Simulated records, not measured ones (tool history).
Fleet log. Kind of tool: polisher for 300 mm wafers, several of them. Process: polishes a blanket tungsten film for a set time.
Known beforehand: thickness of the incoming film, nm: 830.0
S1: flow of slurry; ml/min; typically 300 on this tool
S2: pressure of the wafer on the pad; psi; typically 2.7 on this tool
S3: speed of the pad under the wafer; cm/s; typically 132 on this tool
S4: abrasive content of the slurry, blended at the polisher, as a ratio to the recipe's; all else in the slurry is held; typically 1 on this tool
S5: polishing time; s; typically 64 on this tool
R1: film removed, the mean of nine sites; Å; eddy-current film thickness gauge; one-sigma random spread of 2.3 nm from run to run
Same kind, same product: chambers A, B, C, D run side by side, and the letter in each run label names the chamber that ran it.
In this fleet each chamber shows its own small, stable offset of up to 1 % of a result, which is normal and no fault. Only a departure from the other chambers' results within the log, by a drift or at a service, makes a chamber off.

At hour 2.2: chamber D: slurry tank refilled with fresh slurry and peroxide.
Run 1B, hour 8: usual settings. Result: R1 3101.4 Å.
At hour 13.3: chamber C: worn pad replaced by a new one.
At hour 16.6: chamber D: worn pad replaced by a new one.
Run 2C, hour 19.3: usual settings. Result: R1 3089 Å.
At hour 24.3: chamber C: slurry tank refilled with fresh slurry and peroxide.
Run 3A, hour 27.4: usual settings. Result: R1 3078.5 Å.
Run 4D, hour 39.2: usual settings. Result: R1 3113.8 Å.
Run 5D, hour 50.8: usual settings. Result: R1 3086 Å.
At hour 52.5: chamber A: slurry tank refilled with fresh slurry and peroxide.
At hour 55.6: chamber A: worn pad replaced by a new one.
Run 6A, hour 60.9: usual settings. Result: R1 3043.1 Å.
Run 7C, hour 66.8: usual settings. Result: R1 3095.7 Å.
At hour 70.1: chamber B: slurry tank refilled with fresh slurry and peroxide.
At hour 73.6: chamber D: slurry tank refilled with fresh slurry and peroxide.
Run 8B, hour 78.5: usual settings. Result: R1 3049.6 Å.
At hour 78.8: chamber D: slurry blender recalibrated.
At hour 81.2: chamber D: worn pad replaced by a new one.
At hour 84.8: chamber B: slurry blender recalibrated.
Run 9D, hour 91.8: usual settings. Result: R1 3117.9 Å.
Run 10C, hour 102.2: usual settings. Result: R1 3075.7 Å.
Run 11B, hour 112.2: usual settings. Result: R1 2978 Å.
At hour 115.4: chamber A: slurry nozzle cleaned.
Run 12A, hour 124: usual settings. Result: R1 3080 Å.
At hour 126.3: chamber C: worn pad replaced by a new one.
Run 13A, hour 134.1: usual settings. Result: R1 3083.2 Å.
At hour 134.7: chamber D: worn pad replaced by a new one.
Run 14D, hour 140.2: usual settings. Result: R1 3134.3 Å.
At hour 141.2: chamber C: slurry tank refilled with fresh slurry and peroxide.
At hour 145.1: chamber D: slurry tank refilled with fresh slurry and peroxide.
Run 15C, hour 148: usual settings. Result: R1 3090.7 Å.
At hour 148.6: chamber A: slurry tank refilled with fresh slurry and peroxide.
Run 16B, hour 159.5: usual settings. Result: R1 2957.9 Å.
Run 17D, hour 165.6: usual settings. Result: R1 3103.6 Å.
At hour 167.2: chamber A: worn pad replaced by a new one.
Run 18C, hour 174.7: usual settings. Result: R1 3070.9 Å.
At hour 176.3: chamber B: head pressure recalibrated.
Run 19B, hour 186.2: usual settings. Result: R1 2925.7 Å.
At hour 186.7: chamber C: slurry nozzle cleaned.
Run 20A, hour 196.8: usual settings. Result: R1 3063.4 Å.
At hour 197.6: chamber D: worn pad replaced by a new one.
Run 21C, hour 203.4: usual settings. Result: R1 3098.4 Å.
Run 22A, hour 209.5: usual settings. Result: R1 3058.3 Å.
At hour 214.7: chamber D: slurry tank refilled with fresh slurry and peroxide.
At hour 220.5: chamber D: slurry blender recalibrated.
Run 23D, hour 221.3: usual settings. Result: R1 3064.3 Å.
Run 24B, hour 229.8: usual settings but S5 44 s. Result: R1 1981 Å.
Run 25B, hour 239.8: usual settings but S5 44 s. Result: R1 1981.8 Å.
At hour 244.7: chamber C: slurry blender recalibrated.
Run 26C, hour 245.8: usual settings but S5 44 s. Result: R1 2131.8 Å.

Is one chamber off against the others, does the gauge drift, or is nothing wrong? If a chamber is off, say which, and what the likeliest cause is.

One chamber, B, drifts off from the rest bit by bit.
Most likely cause: removal rate lost through wear of the pad, % = 7.62.

Which of the 4 candidates below, each the usual settings with something changed and its results left as question marks, puts chamber B back in line with what the other chambers give on the usual settings?
In line means no further than this from the other chambers' mean on the usual settings: R1 79 Å
Run 27B-1, hour 255.3: usual settings but S5 69 s. Result: R1 ?.
Run 27B-2, hour 255.3: usual settings but S3 134 cm/s, S5 65 s. Result: R1 ?.
Run 27B-3, hour 255.3: usual settings but S2 2.6 psi, S3 128 cm/s. Result: R1 ?.
Run 27B-4, hour 255.3: usual settings but S3 130 cm/s, S5 63 s. Result: R1 ?.

The other chambers' mean on the usual settings: R1 3097.5 Å
  run      R1
27B-1  3095.8
27B-2  2959.8
27B-3  2682.9
27B-4  2784.4
The answer is 27B-1, which returns the chamber to within the allowed miss of the others.
